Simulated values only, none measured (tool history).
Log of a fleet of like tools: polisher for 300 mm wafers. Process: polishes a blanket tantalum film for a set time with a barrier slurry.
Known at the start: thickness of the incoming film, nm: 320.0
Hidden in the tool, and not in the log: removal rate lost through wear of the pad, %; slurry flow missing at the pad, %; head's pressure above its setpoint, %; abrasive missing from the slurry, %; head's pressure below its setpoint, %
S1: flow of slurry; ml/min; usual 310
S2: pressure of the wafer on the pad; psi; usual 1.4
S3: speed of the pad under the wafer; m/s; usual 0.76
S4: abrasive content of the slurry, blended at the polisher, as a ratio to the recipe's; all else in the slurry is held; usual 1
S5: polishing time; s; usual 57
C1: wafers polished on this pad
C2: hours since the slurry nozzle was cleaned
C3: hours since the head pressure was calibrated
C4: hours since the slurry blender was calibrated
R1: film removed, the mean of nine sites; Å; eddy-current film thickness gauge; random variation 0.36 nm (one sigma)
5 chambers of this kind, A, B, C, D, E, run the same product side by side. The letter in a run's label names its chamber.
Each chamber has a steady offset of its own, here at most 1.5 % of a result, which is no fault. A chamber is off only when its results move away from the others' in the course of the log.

run	hour	S1	S2	S3	S4	S5	C1	C2	C3	C4	R1
1A	8.6	310	1.4	0.76	1	57	516	184.3	271.2	228.4	503.49
2E	16.1	310	1.4	0.76	1	57	919	209.5	97	469.2	508.18
# hour 16.9: chamber E: slurry blender recalibrated
3B	23.1	310	1.4	0.76	1	57	344	79.9	164.5	367.2	504.29
# hour 26.9: chamber C: slurry blender recalibrated
4D	30.4	310	1.4	0.76	1	57	511	478.1	440.3	148.1	504.71
5C	39.1	390	1.4	0.76	1.2	57	552	454.1	953.4	12.2	553.38
6D	46.6	390	1.4	0.76	1.2	57	627	494.3	456.5	164.3	547.8
# hour 54.1: chamber A: worn pad replaced by a new one
7A	54.4	390	1.4	0.76	1.2	57	2	230.1	317	274.2	544.95
8B	62.9	390	1.4	0.76	1.2	57	630	119.7	204.3	407	538.22
# hour 64.7: chamber E: slurry nozzle cleaned
# hour 65: chamber E: worn pad replaced by a new one
9C	71.7	390	1.4	0.76	1.2	57	786	486.7	986	44.8	551.83
10E	76.6	310	1.4	0.76	1	57	83	11.9	157.5	59.7	510.52
# hour 82.7: chamber C: head pressure recalibrated
11B	85	310	1.4	0.84	0.9	57	788	141.8	226.4	429.1	531.37
# hour 85.2: chamber B: worn pad replaced by a new one
12E	91.7	310	1.4	0.84	0.9	57	192	27	172.6	74.8	540.74
13D	98.1	310	1.4	0.84	0.9	57	996	545.8	508	215.8	544.53
14C	104.4	310	1.4	0.84	0.9	57	1020	519.4	21.7	77.5	575.51
# hour 110.3: chamber D: worn pad replaced by a new one
15A	111.2	310	1.4	0.84	0.9	57	410	286.9	373.8	331	547.93
16E	115.2	310	1.4	0.92	1	57	360	50.5	196.1	98.3	617.27
# hour 116: chamber A: slurry blender recalibrated
17B	122	310	1.4	0.92	1	57	264	178.8	263.4	466.1	608.87
18C	128.5	310	1.4	0.92	1	57	1193	543.5	45.8	101.6	649.88
19A	137.1	310	1.4	0.92	1	57	595	312.8	399.7	21.2	613.74
20D	143.8	310	1.4	0.92	1	57	240	591.5	553.7	261.5	618.03
# hour 146.4: chamber D: slurry blender recalibrated
21D	151.5	310	1.4	0.76	1	57	295	599.2	561.4	5.1	500.51
22E	156.9	350	1.4	0.76	1	57	659	92.2	237.8	140	510.53
# hour 160.3: chamber B: slurry blender recalibrated
23C	163.1	350	1.4	0.76	1	57	1441	578.1	80.4	136.2	539.1
24B	169	350	1.4	0.76	1	57	601	225.8	310.4	8.7	508.27
# hour 175.3: chamber A: worn pad replaced by a new one
25A	177.1	350	1.4	0.76	1	57	13	352.8	439.7	61.2	513.71
# hour 179.1: chamber C: worn pad replaced by a new one
26C	184.3	350	1.4	0.76	1	57	37	599.3	101.6	157.4	544.69
# hour 191.1: chamber B: worn pad replaced by a new one
27B	193	310	1.4	0.76	1	57	14	249.8	334.4	32.7	504.73
28A	201.7	310	1.4	0.76	1	57	189	377.4	464.3	85.8	508.39
29E	208.4	310	1.4	0.76	1	57	1029	143.7	289.3	191.5	504.56
30D	214.7	310	1.4	0.76	1	57	748	662.4	624.6	68.3	508.53
31B	222.9	310	1.4	0.76	1	57	228	279.7	364.3	62.6	503.51
32A	227	310	1.4	0.76	1	57	370	402.7	489.6	111.1	507.64
33D	234.2	310	1.4	0.76	1	57	888	681.9	644.1	87.8	505.14

What goes on in this fleet: one chamber off, a drifting gauge, or nothing beyond the chambers' own small offsets? Name the chamber and the cause, if any.

A service left chamber C off against the others.
Cause: head's pressure above its setpoint, % = 4.22.

Here are 4 candidates for chamber C's next run, each the usual settings with a change, their results left as question marks. Which one brings its results back in line with what the others give on the usual settings?
In line means no further than this from the other chambers' mean on the usual settings: R1 12 Å
34C-1	240.6	310	1.4	0.78	1	59					?
34C-2	240.6	310	1.4	0.76	1	58					?
34C-3	240.6	310	1.4	0.74	1	56					?
34C-4	240.6	310	1.4	0.76	1	56					?

The other chambers' mean on the usual settings: R1 506.84 Å
run	R1
34C-1	567.63
34C-2	543.75
34C-3	511.23
34C-4	525
34C-3 brings the chamber back in line.

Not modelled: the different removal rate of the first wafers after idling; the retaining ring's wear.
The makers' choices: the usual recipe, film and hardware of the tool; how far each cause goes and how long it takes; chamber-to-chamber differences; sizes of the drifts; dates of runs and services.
